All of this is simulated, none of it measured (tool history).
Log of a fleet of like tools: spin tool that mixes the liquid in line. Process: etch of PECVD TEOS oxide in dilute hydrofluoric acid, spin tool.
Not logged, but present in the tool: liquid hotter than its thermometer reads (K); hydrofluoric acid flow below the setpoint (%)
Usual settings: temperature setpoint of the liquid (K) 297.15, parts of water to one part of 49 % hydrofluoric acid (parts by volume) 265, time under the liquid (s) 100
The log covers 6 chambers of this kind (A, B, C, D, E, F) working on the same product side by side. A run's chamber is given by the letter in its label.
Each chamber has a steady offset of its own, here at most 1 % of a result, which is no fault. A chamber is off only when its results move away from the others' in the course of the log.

run   hour  temperature setpoint of the liquid (K)  parts of water to one part of 49 % hydrofluoric acid (parts by volume)  time under the liquid (s)  hours since the thermometer was replaced  hours since the hydrofluoric acid flow meter was replaced  read-back film thickness of the PECVD TEOS oxide reference wafer, read on the same gauge (nm)  thickness taken off the PECVD TEOS oxide on a monitor wafer (angstrom)
 1D    5.4                                  297.15                                                                     265                        100                                     683.9                                                      275.0                                                                                         120.00                                                                  42.286
       6.0  -- chamber A: hydrofluoric acid flow meter replaced
      10.6  -- chamber E: hydrofluoric acid flow meter replaced
 2F   11.2                                  297.15                                                                     265                        100                                    1295.4                                                      273.9                                                                                         120.01                                                                  43.527
 3A   19.1                                  297.15                                                                     265                        100                                     523.7                                                       13.1                                                                                         120.00                                                                  41.667
 4C   29.0                                  297.15                                                                     265                        100                                     736.6                                                      391.5                                                                                         120.06                                                                  42.960
 5E   35.2                                  297.15                                                                     265                        100                                     842.2                                                       24.6                                                                                         120.02                                                                  41.968
 6B   41.6                                  297.15                                                                     265                        100                                     237.0                                                     2465.9                                                                                         120.05                                                                  42.521
      47.0  -- chamber A: thermometer replaced
 7A   48.4                                  297.15                                                                     265                        100                                       1.4                                                       42.4                                                                                         120.02                                                                  42.346
 8E   55.0                                  297.15                                                                     265                        100                                     862.0                                                       44.4                                                                                         120.02                                                                  42.499
 9C   60.5                                  297.15                                                                     265                        100                                     768.1                                                      423.0                                                                                         119.95                                                                  42.525
10F   67.5                                  297.15                                                                     265                        100                                    1351.7                                                      330.2                                                                                         120.01                                                                  42.428
11B   76.2                                  297.15                                                                     265                        100                                     271.6                                                     2500.5                                                                                         119.97                                                                  41.918
12D   84.4                                  297.15                                                                     265                        100                                     762.9                                                      354.0                                                                                         120.00                                                                  42.275
13A   92.4                                  297.15                                                                     265                        100                                      45.4                                                       86.4                                                                                         120.03                                                                  42.280
14C   99.7                                  297.15                                                                     265                        100                                     807.3                                                      462.2                                                                                         120.01                                                                  42.684
15E  109.0                                  297.15                                                                     265                        100                                     916.0                                                       98.4                                                                                         120.00                                                                  42.124
16F  118.1                                  297.15                                                                     265                        100                                    1402.3                                                      380.8                                                                                         120.02                                                                  43.111
17B  125.3                                  297.15                                                                     265                        100                                     320.7                                                     2549.6                                                                                         120.04                                                                  41.704
18D  134.3                                  301.65                                                                     265                        100                                     812.8                                                      403.9                                                                                         119.99                                                                  49.018
19E  138.8                                  301.65                                                                     265                        100                                     945.8                                                      128.2                                                                                         120.00                                                                  50.764
20C  145.1                                  301.65                                                                     265                        100                                     852.7                                                      507.6                                                                                         120.00                                                                  49.464
21A  149.5                                  301.65                                                                     265                        100                                     102.5                                                      143.5                                                                                         119.95                                                                  50.639
22B  156.1                                  301.65                                                                     265                        100                                     351.5                                                     2580.4                                                                                         119.98                                                                  49.535
23D  161.3                                  301.65                                                                     265                        100                                     839.8                                                      430.9                                                                                         119.99                                                                  50.916
     164.8  -- chamber B: hydrofluoric acid flow meter replaced
24F  171.3                                  297.15                                                                     265                        100                                    1455.5                                                      434.0                                                                                         120.00                                                                  42.513
25A  177.2                                  297.15                                                                     265                        100                                     130.2                                                      171.2                                                                                         120.01                                                                  42.471
     179.9  -- chamber C: thermometer replaced
26C  183.9                                  297.15                                                                     265                        100                                       4.0                                                      546.4                                                                                         119.98                                                                  42.960
27B  191.0                                  297.15                                                                     265                        100                                     386.4                                                       26.3                                                                                         120.05                                                                  42.664
28F  196.5                                  301.65                                                                     330                        100                                    1480.7                                                      459.2                                                                                         120.00                                                                  37.038
29E  201.4                                  301.65                                                                     330                        100                                    1008.4                                                      190.8                                                                                         120.00                                                                  36.981
30D  209.7                                  301.65                                                                     330                        100                                     888.2                                                      479.3                                                                                         120.00                                                                  37.281
31E  215.1                                  301.65                                                                     330                        100                                    1022.1                                                      204.5                                                                                         119.98                                                                  37.482
32B  220.9                                  301.65                                                                     330                        100                                     416.3                                                       56.2                                                                                         119.99                                                                  36.667
33D  229.3                                  301.65                                                                     330                        100                                     907.8                                                      498.9                                                                                         120.05                                                                  37.363
34C  236.8                                  297.15                                                                     265                        100                                      56.9                                                      599.3                                                                                         120.01                                                                  43.040
35F  242.6                                  297.15                                                                     265                        100                                    1526.8                                                      505.3                                                                                         119.99                                                                  42.092
36A  248.9                                  297.15                                                                     265                        100                                     201.9                                                      242.9                                                                                         119.97                                                                  41.909
37E  257.1                                  297.15                                                                     385                         50                                    1064.1                                                      246.5                                                                                         120.00                                                                  12.939
38B  263.3                                  297.15                                                                     385                         50                                     458.7                                                       98.6                                                                                         120.02                                                                  12.852
39C  268.0                                  297.15                                                                     385                         50                                      88.1                                                      630.5                                                                                         120.00                                                                  13.230

One chamber off, gauge drift, or nothing amiss beyond the chambers' own small offsets? If it is a chamber, which one, and what is the likeliest cause?

No chamber stands off beyond its own small offset, and the gauge holds steady.
